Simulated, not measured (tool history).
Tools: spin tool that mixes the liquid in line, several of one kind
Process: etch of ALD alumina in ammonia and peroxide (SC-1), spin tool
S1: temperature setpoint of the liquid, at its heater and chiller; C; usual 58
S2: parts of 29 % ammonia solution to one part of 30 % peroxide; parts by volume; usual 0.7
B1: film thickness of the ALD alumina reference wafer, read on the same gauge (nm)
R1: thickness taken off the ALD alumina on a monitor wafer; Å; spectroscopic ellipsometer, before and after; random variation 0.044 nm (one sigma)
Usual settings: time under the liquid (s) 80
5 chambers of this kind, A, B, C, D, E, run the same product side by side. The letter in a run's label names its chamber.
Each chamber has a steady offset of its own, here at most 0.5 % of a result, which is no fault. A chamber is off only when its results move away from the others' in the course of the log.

{"run": "1E", "hour": 2.3, "S1": 58, "S2": 0.7, "time under the liquid (s)": 80, "B1": 110.02, "R1": 44.498}
{"run": "2B", "hour": 6.0, "S1": 58, "S2": 0.7, "time under the liquid (s)": 80, "B1": 110.01, "R1": 45.767}
{"run": "3C", "hour": 8.4, "S1": 58, "S2": 0.7, "time under the liquid (s)": 80, "B1": 109.99, "R1": 44.473}
{"run": "4A", "hour": 10.9, "S1": 58, "S2": 0.7, "time under the liquid (s)": 80, "B1": 109.99, "R1": 44.033}
{"run": "5D", "hour": 15.6, "S1": 58, "S2": 0.7, "time under the liquid (s)": 80, "B1": 109.99, "R1": 45.298}
{"run": "6E", "hour": 18.2, "S1": 58, "S2": 0.7, "time under the liquid (s)": 40, "B1": 109.98, "R1": 22.088}
{"run": "7D", "hour": 22.7, "S1": 58, "S2": 0.7, "time under the liquid (s)": 40, "B1": 109.97, "R1": 22.781}
{"run": "8B", "hour": 26.5, "S1": 58, "S2": 0.7, "time under the liquid (s)": 40, "B1": 110.03, "R1": 22.021}
{"run": "9A", "hour": 29.3, "S1": 58, "S2": 0.7, "time under the liquid (s)": 40, "B1": 110.02, "R1": 22.201}
{"run": "10C", "hour": 33.8, "S1": 58, "S2": 0.7, "time under the liquid (s)": 40, "B1": 110.04, "R1": 21.85}
{"run": "11C", "hour": 36.7, "S1": 58, "S2": 0.7, "time under the liquid (s)": 80, "B1": 109.94, "R1": 44.394}
{"run": "12A", "hour": 39.2, "S1": 58, "S2": 0.7, "time under the liquid (s)": 80, "B1": 109.97, "R1": 44.916}
{"run": "13B", "hour": 43.1, "S1": 58, "S2": 0.7, "time under the liquid (s)": 80, "B1": 109.99, "R1": 44.957}
{"run": "14D", "hour": 47.5, "S1": 58, "S2": 0.7, "time under the liquid (s)": 80, "B1": 110.04, "R1": 45.039}
{"run": "15E", "hour": 50.8, "S1": 58, "S2": 0.7, "time under the liquid (s)": 80, "B1": 110.01, "R1": 42.776}
{"run": "16C", "hour": 54.5, "S1": 58, "S2": 0.5, "time under the liquid (s)": 80, "B1": 110, "R1": 43.045}
{"run": "17A", "hour": 57.8, "S1": 58, "S2": 0.5, "time under the liquid (s)": 80, "B1": 110.02, "R1": 43.092}
{"run": "18E", "hour": 60.0, "S1": 58, "S2": 0.5, "time under the liquid (s)": 80, "B1": 110, "R1": 40.67}
{"run": "19D", "hour": 63.1, "S1": 58, "S2": 0.5, "time under the liquid (s)": 80, "B1": 110.03, "R1": 43.048}
{"run": "20B", "hour": 65.8, "S1": 58, "S2": 0.5, "time under the liquid (s)": 80, "B1": 109.97, "R1": 43.548}
{"run": "21D", "hour": 70.3, "S1": 49.5, "S2": 0.8, "time under the liquid (s)": 80, "B1": 109.97, "R1": 28.456}
{"hour": 70.4, "done": "chamber C: new drum of ammonia solution connected"}
{"run": "22B", "hour": 74.3, "S1": 49.5, "S2": 0.8, "time under the liquid (s)": 80, "B1": 110, "R1": 28.812}
{"run": "23A", "hour": 76.9, "S1": 49.5, "S2": 0.8, "time under the liquid (s)": 80, "B1": 110.04, "R1": 28.514}
{"run": "24C", "hour": 79.2, "S1": 49.5, "S2": 0.8, "time under the liquid (s)": 80, "B1": 109.96, "R1": 28.264}
{"hour": 80.5, "done": "chamber E: thermometer replaced"}
{"run": "25E", "hour": 82.2, "S1": 49.5, "S2": 0.8, "time under the liquid (s)": 80, "B1": 110.02, "R1": 26.161}
{"run": "26E", "hour": 85.6, "S1": 58, "S2": 0.7, "time under the liquid (s)": 80, "B1": 110, "R1": 40.196}
{"run": "27A", "hour": 88.6, "S1": 58, "S2": 0.7, "time under the liquid (s)": 80, "B1": 110, "R1": 44.863}
{"run": "28C", "hour": 93.2, "S1": 58, "S2": 0.7, "time under the liquid (s)": 80, "B1": 110.04, "R1": 44.738}
{"run": "29B", "hour": 95.8, "S1": 58, "S2": 0.7, "time under the liquid (s)": 80, "B1": 110.01, "R1": 44.734}
{"run": "30D", "hour": 99.5, "S1": 58, "S2": 0.7, "time under the liquid (s)": 80, "B1": 109.97, "R1": 45.028}

What goes on in this fleet: one chamber off, a drifting gauge, or nothing beyond the chambers' own small offsets? Name the chamber and the cause, if any.

Chamber E drifts away from the others.
Cause: temperature lost on the way to the wafer (K) = 2.16.

Here are 4 candidates for chamber E's next run, each the usual settings with a change, their results left as question marks. Which one brings its results back in line with what the others give on the usual settings?
In line means no further than this from the other chambers' mean on the usual settings: R1 1.5 Å
{"run": "31E-1", "hour": 102.9, "S1": 57, "S2": 0.7, "time under the liquid (s)": 75, "R1": "?"}
{"run": "31E-2", "hour": 102.9, "S1": 57.5, "S2": 0.7, "time under the liquid (s)": 80, "R1": "?"}
{"run": "31E-3", "hour": 102.9, "S1": 59, "S2": 0.7, "time under the liquid (s)": 85, "R1": "?"}
{"run": "31E-4", "hour": 102.9, "S1": 58.5, "S2": 0.7, "time under the liquid (s)": 80, "R1": "?"}

The other chambers' mean on the usual settings: R1 44.462 Å
run=31E-1 R1=35.194
run=31E-2 R1=38.551
run=31E-3 R1=44.354
run=31E-4 R1=40.663
31E-3 brings the chamber back in line.
